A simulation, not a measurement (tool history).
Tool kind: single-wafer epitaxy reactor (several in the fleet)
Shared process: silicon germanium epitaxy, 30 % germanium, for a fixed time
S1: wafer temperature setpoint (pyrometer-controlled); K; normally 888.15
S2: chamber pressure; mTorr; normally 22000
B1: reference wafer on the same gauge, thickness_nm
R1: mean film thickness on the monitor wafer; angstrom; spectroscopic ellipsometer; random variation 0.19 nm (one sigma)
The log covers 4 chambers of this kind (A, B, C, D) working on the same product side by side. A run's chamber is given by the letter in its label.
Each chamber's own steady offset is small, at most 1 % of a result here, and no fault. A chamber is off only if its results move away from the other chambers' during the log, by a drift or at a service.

run   hour      S1     S2      B1      R1
 1C   13.8  888.15  22000  93.927  809.54
      20.2  -- chamber B: pyrometer calibrated
 2A   23.6  888.15  22000  93.831  803.74
 3B   29.7  888.15  22000   93.91  801.95
 4D   36.1  888.15  22000  93.894  805.43
 5A   42.7  898.15  20400  93.933  930.55
 6D   49.1  898.15  20400  93.935  930.82
 7C   58.1  898.15  20400  93.916  938.31
 8B   66.4  898.15  20400  93.907  926.06
 9C   74.3  888.15  22000  93.927  805.23
10B   87.1  888.15  22000  93.876  800.91
11A   99.1  888.15  22000  93.901  798.99
12D  110.8  888.15  22000  93.902   808.1
     115.7  -- chamber C: capacitance manometer re-zeroed and calibrated
13C  122.2  888.15  22000  93.917  803.53
14D  134.3  888.15  22000  93.846   803.7
15B    141  888.15  22000    93.9  801.27
16A  151.5  888.15  22000  93.866  800.85
17B  163.6  888.15  22000   93.91  800.15
18C  176.6  888.15  22000  93.905  807.64
19D    185  888.15  22000  93.891   806.7
20A  198.3  888.15  22000   93.88  802.97
21B  204.9  888.15  22000  93.923  800.91
22C  218.4  888.15  22000  93.901  809.06
23D  226.9  888.15  22000  93.936   807.1
24A  237.6  883.15  26800   93.92  790.83
     246.4  -- chamber D: pyrometer calibrated
25A    250  883.15  26800  93.967  794.07
26B  256.6  883.15  26800  93.873  798.04
27D    269  883.15  26800  93.952  796.12
28C  278.2  888.15  22000  93.953  812.68
29B  284.7  888.15  22000    93.9  803.65
30C  293.7  888.15  22000  93.864  812.77
31D  306.2  888.15  22000  93.938  806.43
32A  313.1  896.15  17600  93.909  845.58
33B  323.7  896.15  17600   93.93  841.72
34C  332.7  896.15  17600  93.915  862.37
35D    346  896.15  17600  93.925  845.68
36A  354.2  888.15  22000  93.901  801.42
37B  363.4  900.15  18000  93.922  909.01
38D  370.6  900.15  18000  93.904  915.35
39C  376.7  900.15  18000  93.901  939.45
40A  389.2  900.15  18000  93.864   913.7
41A  398.2  893.15  22000  93.903  875.54
42D  411.6  893.15  22000  93.893  879.29

Has any chamber moved away from the others, gradually or after a service, or does the common gauge drift, or do the chambers differ only by their own small steady offsets? State the chamber and the most likely cause if one applies.

Chamber C drifts away from the others.
Most likely cause: wafer temperature above the value expected at the setpoint (K) = 1.47.
It could be hard to tell apart here from: true pressure above the setpoint (%).

Here are 4 candidates for chamber C's next run, each the usual settings with a change, their results left as question marks. Which one brings its results back in line with what the others give on the usual settings?
In-line tolerance around the mean of the other chambers on the usual settings: R1 6.8 angstrom
43C-1  421.7  891.15  22400       ?
43C-2  421.7  888.15  20300       ?
43C-3  421.7  885.15  21600       ?
43C-4  421.7  888.15  23700       ?

Average result of the remaining chambers running the usual settings: R1 803.15 angstrom
  run      R1
43C-1  879.65
43C-2  801.78
43C-3  778.87
43C-4  852.91
It is 43C-2 that realigns the chamber with its peers.
